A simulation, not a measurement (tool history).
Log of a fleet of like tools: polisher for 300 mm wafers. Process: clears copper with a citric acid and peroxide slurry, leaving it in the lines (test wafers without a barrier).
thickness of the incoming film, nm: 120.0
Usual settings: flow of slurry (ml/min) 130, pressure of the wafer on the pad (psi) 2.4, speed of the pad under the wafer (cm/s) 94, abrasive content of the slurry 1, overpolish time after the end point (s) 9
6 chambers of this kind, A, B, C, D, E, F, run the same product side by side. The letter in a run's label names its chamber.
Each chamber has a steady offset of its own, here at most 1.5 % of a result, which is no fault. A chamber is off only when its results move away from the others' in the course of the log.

run   hour  flow of slurry (ml/min)  pressure of the wafer on the pad (psi)  speed of the pad under the wafer (cm/s)  abrasive content of the slurry  overpolish time after the end point (s)  time until the end point was called (s)  dishing of a wide line in a test structure (Å)
       4.2  -- chamber F: worn pad replaced by a new one
       4.5  -- chamber A: slurry blender recalibrated
       6.8  -- chamber C: slurry blender recalibrated
 1A   13.2                      130                                     2.4                                       94                               1                                        9                                   86.072                                          91.834
      14.2  -- chamber B: slurry blender recalibrated
 2C   25.3                      130                                     2.4                                       94                               1                                        9                                   85.741                                          90.348
 3D     37                      130                                     2.4                                       94                               1                                        9                                   83.665                                          91.927
      46.7  -- chamber C: slurry nozzle cleaned
 4B   51.7                      130                                     2.4                                       94                               1                                        9                                   85.866                                          92.071
 5F     61                      130                                     2.4                                       94                               1                                        9                                   83.407                                          91.863
 6E   75.1                      130                                     2.4                                       94                               1                                        9                                   87.778                                          92.412
      76.8  -- chamber D: slurry blender recalibrated
 7D   89.2                      130                                     2.4                                       94                               1                                        9                                   83.293                                          91.206
      91.5  -- chamber C: worn pad replaced by a new one
      98.4  -- chamber D: worn pad replaced by a new one
     101.7  -- chamber E: slurry nozzle cleaned
 8C  103.2                      130                                     2.4                                       94                               1                                        9                                   85.445                                          92.844
     111.6  -- chamber A: worn pad replaced by a new one
     116.2  -- chamber D: slurry nozzle cleaned
 9A  116.4                      130                                     2.4                                       94                               1                                        9                                   86.413                                          92.876
     120.1  -- chamber B: worn pad replaced by a new one
     123.4  -- chamber E: worn pad replaced by a new one
     129.6  -- chamber C: slurry blender recalibrated
10B  130.1                      130                                     2.4                                       94                               1                                        9                                   86.206                                          90.574
11F  139.4                      130                                     2.4                                       94                               1                                        9                                   85.561                                          92.217
     149.5  -- chamber E: slurry blender recalibrated
12E  152.5                      130                                     2.4                                       94                               1                                        9                                   85.498                                          93.359
     161.8  -- chamber A: slurry nozzle cleaned
13B  165.7                      130                                     2.4                                       94                               1                                        9                                   88.234                                          89.784
14C  172.9                      130                                     2.4                                       94                               1                                        9                                   86.137                                          93.522
15A  182.4                      130                                     2.4                                       94                               1                                        5                                   87.533                                          53.628
16D  197.3                      130                                     2.4                                       94                               1                                        5                                   84.225                                          53.351
     200.6  -- chamber C: head pressure recalibrated
17F  206.3                      130                                     2.4                                       94                               1                                        5                                    87.11                                           54.71
18E  218.3                      130                                     2.4                                       94                               1                                        5                                   87.463                                          52.768
     226.7  -- chamber C: worn pad replaced by a new one
19F  233.1                      130                                     2.4                                       94                               1                                        5                                   85.216                                          53.096
     238.1  -- chamber B: head pressure recalibrated
     239.8  -- chamber F: worn pad replaced by a new one
20D  241.6                      130                                     2.4                                       94                               1                                        5                                   86.302                                          53.206
     249.8  -- chamber A: head pressure recalibrated
     251.1  -- chamber F: slurry blender recalibrated
21A  253.8                      130                                     2.4                                       94                               1                                        9                                   85.767                                          90.644
     261.3  -- chamber D: worn pad replaced by a new one
     263.1  -- chamber C: slurry blender recalibrated
22E    268                      130                                     2.4                                       94                               1                                        9                                   86.418                                          92.718
23B  276.4                      130                                     2.4                                       94                               1                                        9                                   86.347                                          89.946
24C  283.2                      130                                     2.4                                       94                               1                                        9                                   87.233                                          92.996
     288.1  -- chamber A: worn pad replaced by a new one
     291.5  -- chamber B: worn pad replaced by a new one
     292.5  -- chamber E: worn pad replaced by a new one
25A  294.3                      130                                     2.4                                       94                               1                                        9                                   86.135                                          91.559
26F    307                      130                                     2.4                                       94                               1                                        9                                   88.909                                          88.586
27B  320.7                      130                                     2.4                                       94                               1                                        9                                   85.816                                          89.782
28E  335.3                      130                                     2.4                                       94                               1                                        9                                    85.09                                          92.423
     336.6  -- chamber B: slurry blender recalibrated
29D  347.6                      130                                     2.4                                       94                               1                                        9                                   83.156                                          93.551
     353.1  -- chamber C: worn pad replaced by a new one
30C  355.6                      130                                     2.4                                       94                               1                                        9                                   85.407                                          90.473
31F  367.3                      130                                     2.4                                       94                               1                                        9                                   90.673                                           88.57
     379.4  -- chamber C: slurry nozzle cleaned
32E  380.5                      130                                     2.4                                       94                             0.8                                        9                                   89.315                                          89.199
     387.4  -- chamber C: slurry blender recalibrated
33A  394.7                      130                                     2.4                                       94                             0.8                                        9                                   89.835                                          86.916
34B  408.4                      130                                     2.4                                       94                             0.8                                        9                                   91.514                                          88.142
35D  422.5                      130                                     2.4                                       94                             0.8                                        9                                   87.044                                          88.053
36C  429.8                      130                                     2.4                                       94                             0.8                                        9                                   86.854                                          88.426
37B  441.1                      130                                     2.4                                       94                             0.8                                        9                                   92.502                                          87.103

What goes on in this fleet: one chamber off, a drifting gauge, or nothing beyond the chambers' own small offsets? Name the chamber and the cause, if any.

Chamber F drifts away from the others.
Cause: slurry flow missing at the pad, % = 31.5.
The log may not tell that from: head's pressure below its setpoint, %.

Here are 4 candidates for chamber F's next run, each the usual settings with a change, their results left as question marks. Which one brings its results back in line with what the others give on the usual settings?
In line means no further than this from the other chambers' mean on the usual settings: time until the end point was called (s) 3.7; dishing of a wide line in a test structure (Å) 4.5
38F-1  451.9                      135                                     2.6                                      102                               1                                        9                                        ?                                               ?
38F-2  451.9                      125                                     2.2                                       88                               1                                        9                                        ?                                               ?
38F-3  451.9                      130                                     2.3                                       90                               1                                        9                                        ?                                               ?
38F-4  451.9                      130                                     2.5                                       98                               1                                        9                                        ?                                               ?

The other chambers' mean on the usual settings: time until the end point was called (s) 85.73; dishing of a wide line in a test structure (Å) 91.426
  run  time until the end point was called (s)  dishing of a wide line in a test structure (Å)
38F-1                                   79.052                                          99.498
38F-2                                   109.43                                          73.829
38F-3                                    101.5                                          79.171
38F-4                                   86.239                                          91.944
38F-4 brings the chamber back in line.
